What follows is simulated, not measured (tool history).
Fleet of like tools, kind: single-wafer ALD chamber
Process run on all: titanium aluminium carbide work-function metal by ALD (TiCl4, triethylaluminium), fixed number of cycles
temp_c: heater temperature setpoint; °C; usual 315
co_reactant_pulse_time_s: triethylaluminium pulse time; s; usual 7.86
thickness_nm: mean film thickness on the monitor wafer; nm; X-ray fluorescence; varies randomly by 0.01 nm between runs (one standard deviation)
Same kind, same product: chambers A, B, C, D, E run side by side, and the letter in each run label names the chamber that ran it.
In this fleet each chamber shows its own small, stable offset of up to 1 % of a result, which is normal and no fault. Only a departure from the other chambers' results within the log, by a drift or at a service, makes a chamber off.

| run | hour | temp_c | co_reactant_pulse_time_s | read-back reference wafer on the same gauge, thickness_nm | thickness_nm |
|---|---|---|---|---|---|
| 1B | 3.6 | 315 | 7.86 | 2.44 | 2.0409 |
| 2D | 8.7 | 315 | 7.86 | 2.4423 | 2.0596 |
| 3C | 13.4 | 315 | 7.86 | 2.4406 | 2.0432 |
| 4A | 18.9 | 315 | 7.86 | 2.4419 | 2.0523 |
| 5E | 21.5 | 303 | 10.24 | 2.4395 | 2.0354 |
| 6E | 26.1 | 303 | 10.24 | 2.4436 | 2.0633 |
| 7C | 30.1 | 303 | 10.24 | 2.4409 | 2.0419 |
| 8B | 33.7 | 303 | 10.24 | 2.4406 | 1.9976 |
| 9A | 38.7 | 303 | 10.24 | 2.4396 | 2.0497 |
| 10D | 43.7 | 315 | 7.86 | 2.4406 | 2.0476 |
| 11A | 48.7 | 301 | 9.6 | 2.441 | 1.9901 |
| 12B | 53.5 | 301 | 9.6 | 2.4402 | 1.97 |
| 13C | 59 | 301 | 9.6 | 2.4386 | 1.9994 |
| 14E | 61.7 | 301 | 9.6 | 2.4402 | 2.0234 |
| 15D | 64.7 | 301 | 9.6 | 2.4421 | 1.9793 |
| 16B | 70.2 | 315 | 7.86 | 2.4395 | 2.0493 |
| 17C | 73.7 | 315 | 7.86 | 2.4387 | 2.0637 |
| 18D | 76.7 | 315 | 7.86 | 2.4389 | 2.0683 |
| 19E | 81.1 | 315 | 7.86 | 2.4409 | 2.0643 |
| 20A | 86.5 | 315 | 7.86 | 2.4389 | 2.0657 |
| 21B | 91 | 315 | 7.86 | 2.4411 | 2.0385 |
| 22D | 95.6 | 315 | 7.86 | 2.4389 | 2.0303 |
| 23C | 99.1 | 315 | 7.86 | 2.4414 | 2.0504 |
| 24E | 104.7 | 315 | 4.95 | 2.4384 | 1.8204 |
| 25A | 109 | 315 | 4.95 | 2.4425 | 1.7931 |
| 26B | 112.3 | 315 | 4.95 | 2.4385 | 1.7992 |
| 27E | 117.4 | 315 | 4.95 | 2.4431 | 1.8075 |
| 28C | 120.2 | 315 | 4.95 | 2.4392 | 1.8037 |
| 29D | 125.6 | 315 | 7.86 | 2.4386 | 2.0041 |
| 30A | 129 | 315 | 7.86 | 2.4381 | 2.0524 |
| 31C | 133.6 | 310 | 10.16 | 2.4378 | 2.0879 |
| 32E | 137 | 310 | 10.16 | 2.438 | 2.0925 |
| 33D | 141.1 | 310 | 10.16 | 2.4423 | 2.0523 |
| 34A | 146.8 | 310 | 10.16 | 2.4397 | 2.0967 |
| 35B | 149.6 | 310 | 10.16 | 2.4385 | 2.0721 |

Decide between three cases: one chamber stands off from its peers, the gauge reading all wafers drifts, or nothing is wrong past each chamber's small offset. Where a chamber is off, say which and what most likely put it there.

Little by little, chamber D moves away from the other chambers.
Most likely cause: triethylaluminium dose below that of a fresh bottle (%) = 16.9.

Here are 4 candidates for chamber D's next run, each the usual settings with a change, their results left as question marks. Which one brings its results back in line with what the others give on the usual settings?
In line here means within this much of the mean the other chambers give on the usual settings: thickness_nm 0.035 nm
| 36D-1 | 153.7 | 315 | 8.02 |  | ? |
| 36D-2 | 153.7 | 315 | 7.7 |  | ? |
| 36D-3 | 153.7 | 317 | 8.7 |  | ? |
| 36D-4 | 153.7 | 306 | 7.86 |  | ? |

What the other chambers average on the usual settings: thickness_nm 2.053 nm
| run | thickness_nm |
|---|---|
| 36D-1 | 1.983 |
| 36D-2 | 1.9623 |
| 36D-3 | 2.038 |
| 36D-4 | 1.8999 |
Change 36D-3 lands the chamber within the allowed miss of the other chambers.

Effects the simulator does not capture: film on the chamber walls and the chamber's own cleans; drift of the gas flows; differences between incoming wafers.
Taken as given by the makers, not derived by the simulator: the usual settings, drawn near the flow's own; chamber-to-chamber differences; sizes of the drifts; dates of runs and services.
